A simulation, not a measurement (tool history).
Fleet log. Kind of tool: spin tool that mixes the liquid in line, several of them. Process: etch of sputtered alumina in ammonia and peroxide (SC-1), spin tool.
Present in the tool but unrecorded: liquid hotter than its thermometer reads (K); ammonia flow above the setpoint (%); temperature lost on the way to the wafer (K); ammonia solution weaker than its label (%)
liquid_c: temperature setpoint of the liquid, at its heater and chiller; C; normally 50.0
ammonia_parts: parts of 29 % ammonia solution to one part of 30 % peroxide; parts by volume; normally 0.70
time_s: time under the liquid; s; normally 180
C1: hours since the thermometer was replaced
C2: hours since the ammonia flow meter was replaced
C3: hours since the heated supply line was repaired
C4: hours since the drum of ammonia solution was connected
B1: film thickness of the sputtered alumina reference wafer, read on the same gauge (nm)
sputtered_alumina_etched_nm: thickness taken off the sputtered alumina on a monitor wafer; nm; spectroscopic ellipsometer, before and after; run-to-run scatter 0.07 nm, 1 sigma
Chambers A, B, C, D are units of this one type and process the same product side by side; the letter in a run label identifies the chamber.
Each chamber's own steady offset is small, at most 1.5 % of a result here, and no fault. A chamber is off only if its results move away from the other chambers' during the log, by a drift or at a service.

{"run": "1A", "hour": 5.1, "liquid_c": 50.0, "ammonia_parts": 0.7, "time_s": 180, "C1": 366.8, "C2": 1239.3, "C3": 1828.6, "C4": 666.7, "B1": 60.001, "sputtered_alumina_etched_nm": 9.7933}
{"run": "2B", "hour": 10.0, "liquid_c": 50.0, "ammonia_parts": 0.7, "time_s": 180, "C1": 204.6, "C2": 1813.3, "C3": 368.0, "C4": 95.2, "B1": 60.009, "sputtered_alumina_etched_nm": 9.9073}
{"run": "3D", "hour": 16.0, "liquid_c": 50.0, "ammonia_parts": 0.7, "time_s": 180, "C1": 953.2, "C2": 959.9, "C3": 882.0, "C4": 49.5, "B1": 60.008, "sputtered_alumina_etched_nm": 9.9447}
{"hour": 19.9, "done": "chamber B: ammonia flow meter replaced"}
{"run": "4C", "hour": 21.4, "liquid_c": 50.0, "ammonia_parts": 0.7, "time_s": 180, "C1": 859.6, "C2": 466.5, "C3": 2556.6, "C4": 411.3, "B1": 60.008, "sputtered_alumina_etched_nm": 9.9442}
{"run": "5D", "hour": 29.5, "liquid_c": 50.0, "ammonia_parts": 0.9, "time_s": 180, "C1": 966.7, "C2": 973.4, "C3": 895.5, "C4": 63.0, "B1": 59.997, "sputtered_alumina_etched_nm": 10.277}
{"run": "6C", "hour": 34.6, "liquid_c": 50.0, "ammonia_parts": 0.9, "time_s": 180, "C1": 872.8, "C2": 479.7, "C3": 2569.8, "C4": 424.5, "B1": 60.007, "sputtered_alumina_etched_nm": 10.224}
{"run": "7B", "hour": 38.6, "liquid_c": 50.0, "ammonia_parts": 0.9, "time_s": 180, "C1": 233.2, "C2": 18.8, "C3": 396.6, "C4": 123.8, "B1": 59.993, "sputtered_alumina_etched_nm": 10.116}
{"run": "8A", "hour": 45.7, "liquid_c": 50.0, "ammonia_parts": 0.9, "time_s": 180, "C1": 407.4, "C2": 1279.9, "C3": 1869.2, "C4": 707.3, "B1": 60.0, "sputtered_alumina_etched_nm": 10.009}
{"hour": 52.4, "done": "chamber C: new drum of ammonia solution connected"}
{"run": "9D", "hour": 53.6, "liquid_c": 50.0, "ammonia_parts": 0.7, "time_s": 180, "C1": 990.8, "C2": 997.5, "C3": 919.6, "C4": 87.1, "B1": 60.013, "sputtered_alumina_etched_nm": 9.9362}
{"run": "10C", "hour": 57.8, "liquid_c": 50.0, "ammonia_parts": 0.7, "time_s": 180, "C1": 896.0, "C2": 502.9, "C3": 2593.0, "C4": 5.4, "B1": 59.992, "sputtered_alumina_etched_nm": 9.8892}
{"run": "11A", "hour": 62.6, "liquid_c": 50.0, "ammonia_parts": 0.55, "time_s": 140, "C1": 424.3, "C2": 1296.8, "C3": 1886.1, "C4": 724.2, "B1": 60.023, "sputtered_alumina_etched_nm": 7.4558}
{"run": "12B", "hour": 70.6, "liquid_c": 50.0, "ammonia_parts": 0.55, "time_s": 140, "C1": 265.2, "C2": 50.8, "C3": 428.6, "C4": 155.8, "B1": 59.999, "sputtered_alumina_etched_nm": 7.3779}
{"run": "13A", "hour": 76.6, "liquid_c": 50.0, "ammonia_parts": 0.55, "time_s": 140, "C1": 438.3, "C2": 1310.8, "C3": 1900.1, "C4": 738.2, "B1": 59.997, "sputtered_alumina_etched_nm": 7.5047}
{"run": "14D", "hour": 85.1, "liquid_c": 50.0, "ammonia_parts": 0.55, "time_s": 140, "C1": 1022.3, "C2": 1029.0, "C3": 951.1, "C4": 118.6, "B1": 59.981, "sputtered_alumina_etched_nm": 7.5558}
{"hour": 88.4, "done": "chamber C: heated supply line repaired"}
{"run": "15C", "hour": 92.3, "liquid_c": 50.0, "ammonia_parts": 0.7, "time_s": 180, "C1": 930.5, "C2": 537.4, "C3": 4.0, "C4": 39.9, "B1": 59.999, "sputtered_alumina_etched_nm": 10.028}
{"run": "16B", "hour": 100.5, "liquid_c": 50.0, "ammonia_parts": 0.7, "time_s": 180, "C1": 295.1, "C2": 80.7, "C3": 458.5, "C4": 185.7, "B1": 60.003, "sputtered_alumina_etched_nm": 9.7734}
{"run": "17A", "hour": 107.5, "liquid_c": 50.0, "ammonia_parts": 0.7, "time_s": 180, "C1": 469.2, "C2": 1341.7, "C3": 1931.0, "C4": 769.1, "B1": 60.002, "sputtered_alumina_etched_nm": 9.8117}
{"run": "18D", "hour": 111.5, "liquid_c": 50.0, "ammonia_parts": 0.7, "time_s": 180, "C1": 1048.7, "C2": 1055.4, "C3": 977.5, "C4": 145.0, "B1": 60.018, "sputtered_alumina_etched_nm": 9.956}
{"run": "19C", "hour": 118.7, "liquid_c": 50.0, "ammonia_parts": 0.7, "time_s": 180, "C1": 956.9, "C2": 563.8, "C3": 30.4, "C4": 66.3, "B1": 60.006, "sputtered_alumina_etched_nm": 10.026}
{"hour": 121.1, "done": "chamber D: heated supply line repaired"}
{"run": "20B", "hour": 127.1, "liquid_c": 50.0, "ammonia_parts": 0.7, "time_s": 180, "C1": 321.7, "C2": 107.3, "C3": 485.1, "C4": 212.3, "B1": 60.0, "sputtered_alumina_etched_nm": 9.6312}
{"run": "21B", "hour": 131.7, "liquid_c": 50.0, "ammonia_parts": 0.7, "time_s": 180, "C1": 326.3, "C2": 111.9, "C3": 489.7, "C4": 216.9, "B1": 59.985, "sputtered_alumina_etched_nm": 9.5687}
{"run": "22A", "hour": 139.6, "liquid_c": 59.5, "ammonia_parts": 0.7, "time_s": 130, "C1": 501.3, "C2": 1373.8, "C3": 1963.1, "C4": 801.2, "B1": 60.011, "sputtered_alumina_etched_nm": 11.787}
{"run": "23D", "hour": 147.6, "liquid_c": 59.5, "ammonia_parts": 0.7, "time_s": 130, "C1": 1084.8, "C2": 1091.5, "C3": 26.5, "C4": 181.1, "B1": 60.005, "sputtered_alumina_etched_nm": 11.925}
{"run": "24C", "hour": 151.4, "liquid_c": 59.5, "ammonia_parts": 0.7, "time_s": 130, "C1": 989.6, "C2": 596.5, "C3": 63.1, "C4": 99.0, "B1": 60.01, "sputtered_alumina_etched_nm": 11.851}
{"run": "25B", "hour": 160.0, "liquid_c": 59.5, "ammonia_parts": 0.7, "time_s": 130, "C1": 354.6, "C2": 140.2, "C3": 518.0, "C4": 245.2, "B1": 59.996, "sputtered_alumina_etched_nm": 11.204}
{"run": "26A", "hour": 167.2, "liquid_c": 59.5, "ammonia_parts": 0.7, "time_s": 130, "C1": 528.9, "C2": 1401.4, "C3": 1990.7, "C4": 828.8, "B1": 59.991, "sputtered_alumina_etched_nm": 11.755}
{"run": "27C", "hour": 174.9, "liquid_c": 59.5, "ammonia_parts": 0.7, "time_s": 130, "C1": 1013.1, "C2": 620.0, "C3": 86.6, "C4": 122.5, "B1": 60.002, "sputtered_alumina_etched_nm": 12.012}
{"run": "28D", "hour": 180.1, "liquid_c": 59.5, "ammonia_parts": 0.7, "time_s": 130, "C1": 1117.3, "C2": 1124.0, "C3": 59.0, "C4": 213.6, "B1": 60.013, "sputtered_alumina_etched_nm": 12.002}
{"run": "29D", "hour": 184.8, "liquid_c": 59.5, "ammonia_parts": 0.7, "time_s": 130, "C1": 1122.0, "C2": 1128.7, "C3": 63.7, "C4": 218.3, "B1": 59.996, "sputtered_alumina_etched_nm": 11.91}
{"run": "30C", "hour": 190.2, "liquid_c": 50.0, "ammonia_parts": 0.7, "time_s": 180, "C1": 1028.4, "C2": 635.3, "C3": 101.9, "C4": 137.8, "B1": 60.001, "sputtered_alumina_etched_nm": 9.8712}
{"run": "31A", "hour": 197.6, "liquid_c": 50.0, "ammonia_parts": 0.7, "time_s": 180, "C1": 559.3, "C2": 1431.8, "C3": 2021.1, "C4": 859.2, "B1": 60.014, "sputtered_alumina_etched_nm": 9.8588}
{"run": "32B", "hour": 204.5, "liquid_c": 50.0, "ammonia_parts": 0.7, "time_s": 180, "C1": 399.1, "C2": 184.7, "C3": 562.5, "C4": 289.7, "B1": 60.002, "sputtered_alumina_etched_nm": 9.356}
{"run": "33D", "hour": 209.1, "liquid_c": 50.0, "ammonia_parts": 0.7, "time_s": 180, "C1": 1146.3, "C2": 1153.0, "C3": 88.0, "C4": 242.6, "B1": 60.016, "sputtered_alumina_etched_nm": 9.8764}

Is one chamber out of step, is the gauge drifting, or do the chambers differ by no more than their own small offsets? For an off chamber, give its letter and the likeliest cause.

Little by little, chamber B moves away from the other chambers.
Likeliest cause: temperature lost on the way to the wafer (K) = 1.13.
From this log alone, it may not be told apart from: liquid colder than its thermometer reads (K).

Here are 4 candidates for chamber B's next run, each the usual settings with a change, their results left as question marks. Which one brings its results back in line with what the others give on the usual settings?
A result is in line if it is within this distance of the other chambers' mean on the usual settings: sputtered_alumina_etched_nm 0.2400 nm
{"run": "34B-1", "hour": 215.3, "liquid_c": 50.0, "ammonia_parts": 0.7, "time_s": 170, "sputtered_alumina_etched_nm": "?"}
{"run": "34B-2", "hour": 215.3, "liquid_c": 49.0, "ammonia_parts": 0.7, "time_s": 170, "sputtered_alumina_etched_nm": "?"}
{"run": "34B-3", "hour": 215.3, "liquid_c": 51.0, "ammonia_parts": 0.7, "time_s": 190, "sputtered_alumina_etched_nm": "?"}
{"run": "34B-4", "hour": 215.3, "liquid_c": 50.5, "ammonia_parts": 0.7, "time_s": 185, "sputtered_alumina_etched_nm": "?"}

Mean of the other chambers on the usual settings: sputtered_alumina_etched_nm 9.9090 nm
run=34B-1 sputtered_alumina_etched_nm=8.7976
run=34B-2 sputtered_alumina_etched_nm=8.3308
run=34B-3 sputtered_alumina_etched_nm=10.3850
run=34B-4 sputtered_alumina_etched_nm=9.8370
The right change is 34B-4: it brings the chamber back within the allowed miss of the others.
